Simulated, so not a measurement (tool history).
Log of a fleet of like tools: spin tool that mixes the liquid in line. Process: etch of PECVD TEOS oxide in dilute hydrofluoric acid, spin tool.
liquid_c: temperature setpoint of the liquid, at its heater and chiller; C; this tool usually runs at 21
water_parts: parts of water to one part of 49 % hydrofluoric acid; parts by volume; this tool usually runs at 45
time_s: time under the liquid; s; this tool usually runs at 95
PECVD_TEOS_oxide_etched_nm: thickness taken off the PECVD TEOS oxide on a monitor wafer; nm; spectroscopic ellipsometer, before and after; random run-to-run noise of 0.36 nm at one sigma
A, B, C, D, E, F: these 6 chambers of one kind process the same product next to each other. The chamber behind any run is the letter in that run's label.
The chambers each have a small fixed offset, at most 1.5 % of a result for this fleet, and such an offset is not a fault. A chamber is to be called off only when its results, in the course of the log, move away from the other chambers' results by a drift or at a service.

| run | day | liquid_c | water_parts | time_s | read-back film thickness of the PECVD TEOS oxide reference wafer, read on the same gauge (nm) | PECVD_TEOS_oxide_etched_nm |
|---|---|---|---|---|---|---|
| 1A | 0.338 | 21 | 45 | 95 | 39.972 | 38.867 |
|  | 0.617 | chamber B: hydrofluoric acid flow meter replaced |
| 2D | 0.833 | 21 | 45 | 95 | 39.974 | 37.888 |
| 3F | 1.142 | 21 | 45 | 95 | 40.009 | 37.995 |
| 4E | 1.429 | 21 | 45 | 95 | 40.013 | 38.088 |
| 5B | 1.821 | 21 | 45 | 95 | 40.032 | 37.984 |
| 6C | 2.367 | 21 | 45 | 95 | 39.996 | 37.839 |
| 7F | 2.712 | 21 | 45 | 65 | 40.007 | 25.885 |
| 8B | 3.154 | 21 | 45 | 65 | 40 | 26.084 |
| 9D | 3.596 | 21 | 45 | 65 | 40.008 | 25.706 |
| 10E | 4.004 | 21 | 45 | 65 | 40.01 | 25.659 |
| 11A | 4.404 | 21 | 45 | 65 | 40.008 | 25.951 |
| 12C | 4.775 | 21 | 45 | 65 | 39.99 | 25.831 |
| 13B | 5.183 | 21 | 45 | 95 | 39.994 | 37.742 |
| 14F | 5.575 | 21 | 45 | 95 | 39.999 | 37.937 |
| 15E | 5.979 | 21 | 45 | 95 | 39.995 | 37.353 |
| 16A | 6.362 | 21 | 45 | 95 | 40.028 | 37.861 |
|  | 6.546 | chamber E: hydrofluoric acid flow meter replaced |
| 17C | 6.892 | 21 | 45 | 95 | 40.006 | 37.788 |
| 18D | 7.388 | 21 | 45 | 95 | 40.009 | 38.134 |
| 19D | 7.912 | 21 | 45 | 95 | 39.993 | 37.361 |
| 20B | 8.358 | 21 | 45 | 95 | 39.994 | 37.643 |
| 21C | 8.646 | 21 | 45 | 95 | 39.993 | 38.338 |
| 22E | 9.167 | 21 | 45 | 95 | 40.002 | 37.056 |
| 23A | 9.579 | 21 | 45 | 95 | 40.024 | 38.228 |
| 24F | 9.904 | 21 | 45 | 95 | 39.99 | 37.289 |
| 25B | 10.375 | 21 | 45 | 95 | 39.984 | 38.357 |
| 26F | 10.717 | 21 | 45 | 95 | 39.962 | 37.816 |
| 27D | 11.121 | 21 | 45 | 95 | 39.998 | 38.261 |
| 28A | 11.596 | 25 | 45 | 95 | 40.011 | 47.098 |
| 29E | 11.883 | 25 | 45 | 95 | 40.021 | 44.092 |
| 30C | 12.358 | 25 | 45 | 95 | 40.001 | 44.146 |
| 31C | 12.921 | 25 | 45 | 95 | 40.02 | 45.382 |
| 32E | 13.188 | 25 | 45 | 95 | 40.028 | 43.084 |
| 33F | 13.654 | 25 | 45 | 95 | 39.974 | 45.783 |
| 34B | 14.083 | 21 | 45 | 95 | 40.013 | 37.963 |
|  | 14.362 | chamber D: hydrofluoric acid flow meter replaced |
| 35D | 14.571 | 17.5 | 35 | 95 | 40.005 | 43.024 |
| 36A | 14.833 | 17.5 | 35 | 95 | 39.991 | 44.948 |
| 37A | 15.412 | 17.5 | 35 | 95 | 40.015 | 45.649 |
| 38F | 15.817 | 17.5 | 35 | 95 | 40.012 | 41.31 |
| 39B | 16.133 | 17.5 | 35 | 95 | 39.999 | 42.455 |
| 40C | 16.679 | 17.5 | 35 | 95 | 39.975 | 42.023 |
| 41D | 17.121 | 21 | 45 | 95 | 40.011 | 37.847 |
| 42E | 17.5 | 21 | 45 | 95 | 40.008 | 36.681 |
| 43E | 17.933 | 21 | 45 | 95 | 39.984 | 37.834 |
| 44B | 18.225 | 21 | 45 | 95 | 40.018 | 37.895 |

Read the log: is a single chamber off, either drifting away or since a service, is the gauge that measures every chamber drifting, or is nothing wrong beyond small per-chamber offsets? Name any odd chamber and what most likely caused it.

Little by little, chamber A moves away from the other chambers.
Most likely cause: hydrofluoric acid flow above the setpoint (%) = 7.95.
Not necessarily distinguishable in this log from: liquid hotter than its thermometer reads (K).

Which of the 4 candidates below, each the usual settings with something changed and its results left as question marks, puts chamber A back in line with what the other chambers give on the usual settings?
In line here means within this much of the mean the other chambers give on the usual settings: PECVD_TEOS_oxide_etched_nm 1.3 nm
| 45A-1 | 18.642 | 19 | 45 | 95 |  | ? |
| 45A-2 | 18.642 | 20.5 | 45 | 95 |  | ? |
| 45A-3 | 18.642 | 21 | 45 | 105 |  | ? |
| 45A-4 | 18.642 | 21.5 | 45 | 95 |  | ? |

The other chambers' mean on the usual settings: PECVD_TEOS_oxide_etched_nm 37.764 nm
| run | PECVD_TEOS_oxide_etched_nm |
|---|---|
| 45A-1 | 38.427 |
| 45A-2 | 40.971 |
| 45A-3 | 46.234 |
| 45A-4 | 42.724 |
With 45A-1, the chamber falls back in line with the rest.

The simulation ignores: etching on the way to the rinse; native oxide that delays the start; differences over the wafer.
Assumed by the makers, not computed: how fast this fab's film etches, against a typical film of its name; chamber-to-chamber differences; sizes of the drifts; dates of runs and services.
